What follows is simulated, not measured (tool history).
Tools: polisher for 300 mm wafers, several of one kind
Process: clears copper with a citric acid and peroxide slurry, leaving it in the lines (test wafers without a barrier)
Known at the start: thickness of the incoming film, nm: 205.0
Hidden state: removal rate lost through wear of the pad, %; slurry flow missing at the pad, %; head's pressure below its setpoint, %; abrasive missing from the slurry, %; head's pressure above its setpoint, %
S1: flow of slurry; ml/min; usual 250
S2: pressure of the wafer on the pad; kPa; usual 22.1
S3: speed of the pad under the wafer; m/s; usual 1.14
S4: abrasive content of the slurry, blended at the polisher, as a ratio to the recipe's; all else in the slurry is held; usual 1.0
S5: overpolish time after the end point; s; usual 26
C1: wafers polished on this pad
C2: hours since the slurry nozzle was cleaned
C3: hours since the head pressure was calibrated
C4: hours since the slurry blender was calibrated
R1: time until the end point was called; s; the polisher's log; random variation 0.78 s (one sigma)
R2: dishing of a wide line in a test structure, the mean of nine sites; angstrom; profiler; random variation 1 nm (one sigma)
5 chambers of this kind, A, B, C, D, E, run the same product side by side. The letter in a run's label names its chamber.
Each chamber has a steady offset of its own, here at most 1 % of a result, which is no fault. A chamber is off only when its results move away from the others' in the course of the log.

run   hour   S1    S2    S3   S4  S5    C1     C2     C3     C4      R1      R2
 1E   14.5  250  22.1  1.14  1.0  26  1284  491.3  214.2  154.5  75.339  491.41
      20.2  -- chamber E: worn pad replaced by a new one
      22.9  -- chamber C: slurry blender recalibrated
 2C   29.6  250  22.1  1.14  1.0  26   759  325.9  180.0    6.7  76.981  483.73
      34.9  -- chamber C: worn pad replaced by a new one
      38.1  -- chamber C: slurry nozzle cleaned
 3B   38.8  250  22.1  1.14  1.0  26   845  201.7  423.9   46.7  73.986  517.27
      47.0  -- chamber A: worn pad replaced by a new one
      47.4  -- chamber D: worn pad replaced by a new one
 4D   49.5  250  22.1  1.14  1.0  26    25  249.7  363.4   51.1  74.931  494.55
 5A   56.7  250  22.1  1.14  1.0  26   115  271.4  657.3   89.5  72.920  480.09
      65.5  -- chamber A: slurry nozzle cleaned
 6A   66.8  250  22.1  1.14  1.0  26   234    1.4  667.4   99.6  73.761  471.85
 7B   79.0  250  22.1  1.14  1.0  26  1318  241.9  464.1   86.9  72.812  463.50
 8C   90.4  250  24.8  1.14  1.0  13   653   52.3  240.8   67.5  67.295  296.28
      91.1  -- chamber B: worn pad replaced by a new one
 9D  100.1  250  24.8  1.14  1.0  13   620  300.3  414.0  101.7  68.217  284.87
10E  109.5  250  24.8  1.14  1.0  13  1052  586.3  309.2  249.5  65.892  293.01
     116.4  -- chamber C: worn pad replaced by a new one
11B  121.8  250  24.8  1.14  1.0  13   361  284.7  506.9  129.7  65.867  291.90
     122.3  -- chamber C: slurry blender recalibrated
12E  135.6  250  24.8  1.14  1.0  13  1359  612.4  335.3  275.6  66.603  295.26
     141.9  -- chamber E: worn pad replaced by a new one
     142.2  -- chamber A: worn pad replaced by a new one
13A  145.5  250  22.1  1.14  1.0  26    39   80.1  746.1  178.3  73.807  490.52
     148.5  -- chamber D: head pressure recalibrated
14C  160.8  250  22.1  1.14  1.0  26   523  122.7  311.2   38.6  73.404  483.78
15D  168.9  225  22.1  1.34  1.0  26  1430  369.1   20.5  170.5  64.429  553.74
     174.3  -- chamber D: worn pad replaced by a new one
16A  182.8  225  22.1  1.34  1.0  26   478  117.4  783.4  215.6  64.638  554.33
     183.4  -- chamber C: worn pad replaced by a new one
17D  197.6  225  22.1  1.34  1.0  26   275  397.8   49.2  199.2  64.851  550.86
     204.0  -- chamber A: head pressure recalibrated
     204.9  -- chamber B: worn pad replaced by a new one
     208.9  -- chamber E: slurry nozzle cleaned
18C  212.8  225  22.1  1.34  1.0  26   346  174.7  363.2   90.6  65.956  546.97
19B  224.8  225  22.1  1.34  1.0  26   235  387.7  609.9  232.7  63.850  537.34
     228.3  -- chamber A: worn pad replaced by a new one
     230.0  -- chamber C: slurry blender recalibrated
20E  237.2  250  22.1  1.14  1.0  26  1122   28.4  436.9  377.2  74.113  498.95
     246.9  -- chamber E: worn pad replaced by a new one
21C  249.5  275  28.3  1.14  1.0  26   778  211.4  399.9   19.5  58.145  614.75
     253.3  -- chamber C: worn pad replaced by a new one
22D  259.2  275  28.3  1.14  1.0  26  1000  459.4  110.8  260.8  58.291  618.65
     270.4  -- chamber D: slurry nozzle cleaned
23E  271.2  275  28.3  1.14  1.0  26   286   62.4  470.9  411.2  58.579  607.90
     279.5  -- chamber D: slurry blender recalibrated
     281.4  -- chamber E: slurry blender recalibrated
24B  281.5  275  28.3  1.14  1.0  26   902  444.4  666.6  289.4  56.909  596.96
     291.3  -- chamber D: worn pad replaced by a new one
25A  292.5  275  28.3  1.14  1.0  26   756  227.1   88.5  325.3  64.789  565.58
26D  305.3  250  24.8  1.14  1.2  26   165   35.0  156.9   25.9  64.034  578.27
     311.6  -- chamber E: head pressure recalibrated
     313.1  -- chamber B: worn pad replaced by a new one
27A  315.1  250  24.8  1.14  1.2  26  1022  249.7  111.1  347.9  70.042  498.86
     321.4  -- chamber C: worn pad replaced by a new one
     326.4  -- chamber C: slurry nozzle cleaned
28C  326.4  250  24.8  1.14  1.2  26    59    0.0  476.8   96.4  62.449  567.06
29E  335.4  250  24.8  1.14  1.2  26  1041  126.6   23.8   54.1  64.822  561.71
30B  349.5  250  24.8  1.14  1.2  26   428  512.4  734.6  357.4  63.337  546.53
31D  360.9  250  22.1  1.14  1.0  26   820   90.6  212.5   81.5  74.499  484.99
     373.4  -- chamber B: slurry blender recalibrated
32B  374.9  250  22.1  1.14  1.0  26   728  537.8  760.0    1.6  74.780  485.65

Is one chamber off against the others, does the gauge drift, or is nothing wrong? If a chamber is off, say which, and what the likeliest cause is.

A service left chamber A off against the others.
Cause: head's pressure below its setpoint, % = 10.2.

Here are 4 candidates for chamber A's next run, each the usual settings with a change, their results left as question marks. Which one brings its results back in line with what the others give on the usual settings?
In line means no further than this from the other chambers' mean on the usual settings: R1 2.800 s; R2 37.00 angstrom
33A-1  385.8  250  22.8  1.16  1.0  26                   ?   ?
33A-2  385.8  250  20.7  1.08  1.0  26                   ?   ?
33A-3  385.8  250  21.4  1.12  1.0  26                   ?   ?
33A-4  385.8  250  23.4  1.20  1.0  26                   ?   ?

The other chambers' mean on the usual settings: R1 74.629 s; R2 489.03 angstrom
  run      R1      R2
33A-1  79.610  456.26
33A-2  93.808  394.17
33A-3  87.644  418.76
33A-4  74.760  482.06
33A-4 brings the chamber back in line.
